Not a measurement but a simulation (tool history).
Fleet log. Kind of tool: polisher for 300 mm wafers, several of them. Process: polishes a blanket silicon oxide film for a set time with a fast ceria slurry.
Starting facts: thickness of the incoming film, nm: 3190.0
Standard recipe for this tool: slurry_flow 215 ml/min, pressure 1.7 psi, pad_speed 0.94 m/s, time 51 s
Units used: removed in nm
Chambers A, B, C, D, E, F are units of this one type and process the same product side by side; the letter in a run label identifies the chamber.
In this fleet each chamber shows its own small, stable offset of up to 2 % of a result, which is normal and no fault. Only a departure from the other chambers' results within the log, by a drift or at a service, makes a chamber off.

run   hour  slurry_flow  pressure  pad_speed  time  wafers polished on this pad  hours since the slurry nozzle was cleaned  hours since the head pressure was calibrated  removed
       8.8  -- chamber A: worn pad replaced by a new one
 1E   11.4          215       1.7       0.94    51                         1026                                       31.0                                         468.1   472.60
      12.5  -- chamber E: worn pad replaced by a new one
 2D   18.1          215       1.7       0.94    51                         1022                                      114.7                                         108.4   461.18
 3A   24.9          215       1.7       0.94    51                          240                                      521.7                                         139.9   473.51
      30.1  -- chamber F: worn pad replaced by a new one
 4F   31.4          215       1.7       0.94    51                           19                                       95.0                                         303.7   465.11
      36.1  -- chamber D: worn pad replaced by a new one
      37.5  -- chamber C: worn pad replaced by a new one
 5C   41.0          215       1.7       0.94    51                           53                                       68.3                                        1050.4   462.37
      47.1  -- chamber E: head pressure recalibrated
 6B   47.9          215       1.7       0.94    51                         1208                                      210.8                                         127.8   459.85
 7D   56.1          215       1.7       0.94    51                          298                                      152.7                                         146.4   473.74
 8B   62.6          215       1.7       0.94    51                         1427                                      225.5                                         142.5   456.18
 9C   72.9          215       1.7       0.94    51                          528                                      100.2                                        1082.3   454.90
      76.4  -- chamber E: worn pad replaced by a new one
10F   82.1          215       1.7       0.94    51                          774                                      145.7                                         354.4   461.77
11A   88.8          250       1.7       0.66    51                         1191                                      585.6                                         203.8   334.37
      88.9  -- chamber A: worn pad replaced by a new one
12E  103.4          250       1.7       0.66    51                          402                                      123.0                                          56.4   333.95
     105.5  -- chamber C: worn pad replaced by a new one
     106.4  -- chamber F: worn pad replaced by a new one
13E  115.5          250       1.7       0.66    51                          582                                      135.1                                          68.5   333.96
     115.6  -- chamber D: worn pad replaced by a new one
14D  124.5          250       1.7       0.66    51                          133                                      221.1                                         214.8   333.74
15F  135.6          250       1.7       0.66    51                          435                                      199.2                                         407.9   332.64
16B  143.3          250       1.7       0.66    51                         2628                                      306.2                                         223.2   327.06
17C  151.9          215       1.7       0.94    51                          691                                      179.2                                        1161.3   468.79
     156.0  -- chamber E: worn pad replaced by a new one
     164.1  -- chamber A: worn pad replaced by a new one
18A  165.9          215       1.7       0.94    51                           27                                      662.7                                         280.9   474.38
19E  176.7          215       1.7       0.94    51                          309                                      196.3                                         129.7   459.00
     180.0  -- chamber F: worn pad replaced by a new one
     183.4  -- chamber C: worn pad replaced by a new one
20B  184.5          215       1.7       0.94    51                         3241                                      347.4                                         264.4   436.28
     186.2  -- chamber D: worn pad replaced by a new one
21A  196.0          215       1.7       0.94    51                          475                                      692.8                                         311.0   472.43
     206.1  -- chamber D: slurry nozzle cleaned
22F  208.0          215       1.7       0.94    51                          417                                      271.6                                         480.3   461.06
23D  219.3          215       1.7       0.94    51                          493                                       13.3                                         309.6   463.01
     221.3  -- chamber E: worn pad replaced by a new one
24C  231.2          215       1.7       0.94    51                          712                                      258.5                                        1240.6   457.47
     242.0  -- chamber A: worn pad replaced by a new one
25F  243.4          215       1.7       0.94    51                          944                                      307.0                                         515.7   459.35
     245.1  -- chamber F: worn pad replaced by a new one
     247.2  -- chamber D: head pressure recalibrated
     249.2  -- chamber C: head pressure recalibrated
26A  251.2          215       1.7       0.94    51                          137                                      748.0                                         366.2   462.96
     254.9  -- chamber C: worn pad replaced by a new one
27E  265.3          215       1.7       0.94    51                          656                                      284.9                                         218.3   460.59
28D  271.9          215       1.4       0.94    57                         1275                                       65.9                                          24.8   435.20
     273.6  -- chamber D: worn pad replaced by a new one
29B  281.6          215       1.4       0.94    57                         4686                                      444.5                                         361.5   398.90
30C  295.5          215       1.4       0.94    57                          604                                      322.8                                          46.3   432.19
     303.7  -- chamber E: worn pad replaced by a new one
     308.1  -- chamber E: slurry nozzle cleaned
31D  308.8          215       1.4       0.94    57                          524                                      102.8                                          61.7   422.25
     317.0  -- chamber C: worn pad replaced by a new one
     319.2  -- chamber A: worn pad replaced by a new one
32A  320.4          215       1.4       0.94    57                           19                                      817.2                                         435.4   432.12
     321.0  -- chamber F: worn pad replaced by a new one
33F  334.3          215       1.4       0.94    57                          198                                      397.9                                         606.6   416.14
     335.9  -- chamber B: head pressure recalibrated
34C  342.7          215       1.7       0.94    51                          383                                      370.0                                          93.5   459.85
35E  349.1          215       1.7       0.94    51                          676                                       41.1                                         302.1   460.86
36B  362.5          215       1.7       0.94    51                         5890                                      525.4                                          26.6   409.52

Read the log: is a single chamber off, either drifting away or since a service, is the gauge that measures every chamber drifting, or is nothing wrong beyond small per-chamber offsets? Name any odd chamber and what most likely caused it.

Little by little, chamber B moves away from the other chambers.
What lies behind it: removal rate lost through wear of the pad, % = 11.

Here are 4 candidates for chamber B's next run, each the usual settings with a change, their results left as question marks. Which one brings its results back in line with what the others give on the usual settings?
In line means no further than this from the other chambers' mean on the usual settings: removed 22.00 nm
37B-1  373.1          215       1.9       0.94    58                                                                                                                              ?
37B-2  373.1          215       1.7       0.94    40                                                                                                                              ?
37B-3  373.1          215       1.6       0.88    51                                                                                                                              ?
37B-4  373.1          215       1.8       0.94    55                                                                                                                              ?

Average result of the remaining chambers running the usual settings: removed 463.46 nm
  run  removed
37B-1   510.28
37B-2   315.37
37B-3   354.59
37B-4   458.76
37B-4 brings the chamber back in line.

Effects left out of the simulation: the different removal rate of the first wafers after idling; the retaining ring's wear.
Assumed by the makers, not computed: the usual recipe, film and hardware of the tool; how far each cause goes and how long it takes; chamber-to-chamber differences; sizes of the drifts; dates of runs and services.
